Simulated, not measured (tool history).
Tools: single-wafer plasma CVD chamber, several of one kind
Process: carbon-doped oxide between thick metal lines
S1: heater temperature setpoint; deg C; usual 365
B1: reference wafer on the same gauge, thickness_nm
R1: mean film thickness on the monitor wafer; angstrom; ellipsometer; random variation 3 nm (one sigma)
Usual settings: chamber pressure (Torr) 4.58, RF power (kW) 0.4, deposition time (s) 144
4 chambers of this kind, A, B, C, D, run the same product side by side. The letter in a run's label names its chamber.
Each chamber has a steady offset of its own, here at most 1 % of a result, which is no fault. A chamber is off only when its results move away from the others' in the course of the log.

Run 1A, hour 10.7: usual settings; B1 598.35. Result: R1 5860 angstrom.
Run 2C, hour 17.9: usual settings; B1 598.32. Result: R1 5852.8 angstrom.
Run 3B, hour 25: usual settings; B1 598.89. Result: R1 5940.9 angstrom.
Run 4D, hour 35.5: usual settings; B1 598.32. Result: R1 5889.3 angstrom.
Run 5D, hour 48.7: usual settings; B1 597.4. Result: R1 5886.9 angstrom.
Run 6C, hour 60.7: usual settings; B1 597.76. Result: R1 5868.8 angstrom.
Run 7A, hour 69: usual settings; B1 597.93. Result: R1 5863.5 angstrom.
Run 8B, hour 83.4: usual settings; B1 597.46. Result: R1 5906.1 angstrom.
Run 9B, hour 97.9: usual settings; B1 597.83. Result: R1 5869.3 angstrom.
Run 10A, hour 104.7: usual settings but RF power (kW) 0.375; B1 597.39. Result: R1 5612.9 angstrom.
At hour 105.7: chamber B: RF generator calibrated.
Run 11C, hour 115.4: usual settings but RF power (kW) 0.375; B1 597.94. Result: R1 5589.4 angstrom.
Run 12D, hour 127.4: usual settings but RF power (kW) 0.375; B1 597.86. Result: R1 5638.8 angstrom.
Run 13A, hour 138: usual settings but RF power (kW) 0.375; B1 597.52. Result: R1 5617.2 angstrom.
Run 14D, hour 144.7: usual settings; B1 598.36. Result: R1 5901.8 angstrom.
Run 15B, hour 156.6: usual settings; B1 597.32. Result: R1 5912.5 angstrom.
Run 16C, hour 169.1: usual settings; B1 597.9. Result: R1 5869.7 angstrom.
Run 17D, hour 180.1: usual settings; B1 597.21. Result: R1 5917.9 angstrom.
Run 18B, hour 190.8: usual settings; B1 598.2. Result: R1 5953.3 angstrom.
At hour 192.3: chamber B: thermocouple changed; heater temperature recalibrated.
Run 19A, hour 204.8: usual settings; B1 598.31. Result: R1 5926.9 angstrom.
Run 20C, hour 211.9: usual settings; B1 598.03. Result: R1 5857.7 angstrom.
Run 21A, hour 223.9: usual settings; B1 598.66. Result: R1 5922.2 angstrom.
At hour 225.4: chamber D: capacitance manometer re-zeroed and calibrated.
Run 22B, hour 238.6: usual settings; B1 597.85. Result: R1 5906.7 angstrom.
Run 23C, hour 252.9: usual settings; B1 598.11. Result: R1 5859.4 angstrom.
Run 24D, hour 266.3: usual settings; B1 598.33. Result: R1 5949.2 angstrom.
Run 25C, hour 274.8: usual settings; B1 597.51. Result: R1 5928.4 angstrom.
Run 26A, hour 281.9: usual settings; B1 598.02. Result: R1 5900.3 angstrom.
Run 27D, hour 289: usual settings; B1 597.85. Result: R1 5973.4 angstrom.
Run 28B, hour 295.6: usual settings; B1 597.28. Result: R1 5946.1 angstrom.
Run 29A, hour 306.2: usual settings; B1 597.81. Result: R1 5923.3 angstrom.
Run 30D, hour 320: usual settings; B1 598.29. Result: R1 5932.4 angstrom.

Is one chamber off against the others, does the gauge drift, or is nothing wrong? If a chamber is off, say which, and what the likeliest cause is.

No chamber stands off beyond its own small offset, and the gauge holds steady.
